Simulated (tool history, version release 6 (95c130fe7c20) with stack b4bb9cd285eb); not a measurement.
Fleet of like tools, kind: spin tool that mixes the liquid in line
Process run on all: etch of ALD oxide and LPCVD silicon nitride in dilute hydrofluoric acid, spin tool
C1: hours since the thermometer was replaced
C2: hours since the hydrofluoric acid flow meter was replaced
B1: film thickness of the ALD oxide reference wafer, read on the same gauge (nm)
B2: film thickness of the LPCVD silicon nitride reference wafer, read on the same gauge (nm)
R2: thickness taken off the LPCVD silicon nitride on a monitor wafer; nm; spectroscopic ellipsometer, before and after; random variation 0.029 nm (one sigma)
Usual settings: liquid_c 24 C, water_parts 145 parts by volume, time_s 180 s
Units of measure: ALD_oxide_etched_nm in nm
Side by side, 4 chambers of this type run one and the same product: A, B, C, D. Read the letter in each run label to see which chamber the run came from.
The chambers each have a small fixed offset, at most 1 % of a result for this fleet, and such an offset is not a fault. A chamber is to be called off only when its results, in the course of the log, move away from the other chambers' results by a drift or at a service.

Run 1A, hour 14.9: usual settings; C1 33.2; C2 244.1; B1 39.994; B2 30. Result: ALD_oxide_etched_nm 14.784 nm, R2 0.59882 nm.
At hour 23.6: chamber D: hydrofluoric acid flow meter replaced.
Run 2D, hour 30.4: usual settings; C1 1256.8; C2 6.8; B1 39.998; B2 30.012. Result: ALD_oxide_etched_nm 15.132 nm, R2 0.56151 nm.
Run 3C, hour 44.5: usual settings; C1 1078; C2 817.2; B1 39.998; B2 30.002. Result: ALD_oxide_etched_nm 14.748 nm, R2 0.52891 nm.
Run 4B, hour 59: usual settings; C1 550.4; C2 433.7; B1 39.972; B2 30.01. Result: ALD_oxide_etched_nm 14.963 nm, R2 0.56439 nm.
Run 5A, hour 68.1: usual settings; C1 86.4; C2 297.3; B1 39.989; B2 30.016. Result: ALD_oxide_etched_nm 14.68 nm, R2 0.53258 nm.
At hour 68.7: chamber B: thermometer replaced.
Run 6B, hour 81.9: usual settings; C1 13.2; C2 456.6; B1 40.012; B2 29.982. Result: ALD_oxide_etched_nm 14.866 nm, R2 0.55723 nm.
Run 7C, hour 91.6: usual settings but liquid_c 26.5 C, water_parts 100 parts by volume; C1 1125.1; C2 864.3; B1 40.019; B2 30.031. Result: ALD_oxide_etched_nm 24.736 nm, R2 0.83724 nm.
Run 8D, hour 101.8: usual settings but liquid_c 26.5 C, water_parts 100 parts by volume; C1 1328.2; C2 78.2; B1 40.042; B2 30.004. Result: ALD_oxide_etched_nm 25.033 nm, R2 0.98965 nm.
Run 9A, hour 115.5: usual settings but liquid_c 26.5 C, water_parts 100 parts by volume; C1 133.8; C2 344.7; B1 40.01; B2 30.002. Result: ALD_oxide_etched_nm 25.253 nm, R2 0.97158 nm.
Run 10D, hour 126.2: usual settings but liquid_c 26.5 C, water_parts 100 parts by volume; C1 1352.6; C2 102.6; B1 40.002; B2 30. Result: ALD_oxide_etched_nm 25.013 nm, R2 0.98281 nm.
Run 11B, hour 133.2: usual settings; C1 64.5; C2 507.9; B1 39.995; B2 29.986. Result: ALD_oxide_etched_nm 14.756 nm, R2 0.55212 nm.
Run 12C, hour 144.7: usual settings but liquid_c 25.5 C, water_parts 210 parts by volume; C1 1178.2; C2 917.4; B1 39.99; B2 29.981. Result: ALD_oxide_etched_nm 9.9957 nm, R2 0.41526 nm.
At hour 151.1: chamber C: thermometer replaced.
Run 13A, hour 154.7: usual settings but liquid_c 25.5 C, water_parts 210 parts by volume; C1 173; C2 383.9; B1 39.983; B2 29.996. Result: ALD_oxide_etched_nm 10.005 nm, R2 0.42557 nm.
Run 14D, hour 169.1: usual settings but liquid_c 25.5 C, water_parts 210 parts by volume; C1 1395.5; C2 145.5; B1 39.988; B2 30.024. Result: ALD_oxide_etched_nm 10.089 nm, R2 0.39381 nm.
Run 15B, hour 181.3: usual settings but liquid_c 25.5 C, water_parts 210 parts by volume; C1 112.6; C2 556; B1 40.036; B2 29.982. Result: ALD_oxide_etched_nm 10.036 nm, R2 0.3996 nm.
Run 16C, hour 191.2: usual settings but liquid_c 27.5 C, time_s 75 s; C1 40.2; C2 963.9; B1 39.996; B2 30.007. Result: ALD_oxide_etched_nm 6.994 nm, R2 0.28804 nm.
Run 17A, hour 201.4: usual settings but liquid_c 27.5 C, time_s 75 s; C1 219.7; C2 430.6; B1 39.985; B2 29.975. Result: ALD_oxide_etched_nm 6.9828 nm, R2 0.28063 nm.
Run 18C, hour 212.1: usual settings but liquid_c 27.5 C, time_s 75 s; C1 61.1; C2 984.8; B1 40.006; B2 30.006. Result: ALD_oxide_etched_nm 7.1182 nm, R2 0.27291 nm.
At hour 221.5: chamber A: hydrofluoric acid flow meter replaced.
Run 19D, hour 223.3: usual settings but liquid_c 27.5 C, time_s 75 s; C1 1449.7; C2 199.7; B1 40.011; B2 29.999. Result: ALD_oxide_etched_nm 6.9673 nm, R2 0.27783 nm.
Run 20B, hour 238.9: usual settings; C1 170.2; C2 613.6; B1 40.003; B2 30.001. Result: ALD_oxide_etched_nm 14.845 nm, R2 0.51503 nm.
Run 21B, hour 248.9: usual settings; C1 180.2; C2 623.6; B1 40.005; B2 29.998. Result: ALD_oxide_etched_nm 14.841 nm, R2 0.53433 nm.
Run 22A, hour 261.8: usual settings; C1 280.1; C2 40.3; B1 40.006; B2 29.986. Result: ALD_oxide_etched_nm 14.817 nm, R2 0.56419 nm.
Run 23C, hour 271.2: usual settings; C1 120.2; C2 1043.9; B1 39.991; B2 30.002. Result: ALD_oxide_etched_nm 14.756 nm, R2 0.53472 nm.
Run 24D, hour 282.4: usual settings; C1 1508.8; C2 258.8; B1 40.006; B2 30.019. Result: ALD_oxide_etched_nm 14.885 nm, R2 0.5602 nm.
Run 25C, hour 296.6: usual settings; C1 145.6; C2 1069.3; B1 39.963; B2 29.989. Result: ALD_oxide_etched_nm 14.829 nm, R2 0.54923 nm.

Each of the 4 chambers runs these same settings next. Fill in every chamber's results:
Run 26A, hour 307.9: usual settings. Result: ALD_oxide_etched_nm ?, R2 ?.
Run 26B, hour 307.9: usual settings. Result: ALD_oxide_etched_nm ?, R2 ?.
Run 26C, hour 307.9: usual settings. Result: ALD_oxide_etched_nm ?, R2 ?.
Run 26D, hour 307.9: usual settings. Result: ALD_oxide_etched_nm ?, R2 ?.

run  ALD_oxide_etched_nm       R2
26A               14.693  0.58299
26B               14.773  0.50616
26C               14.825   0.5594
26D               15.007  0.61103
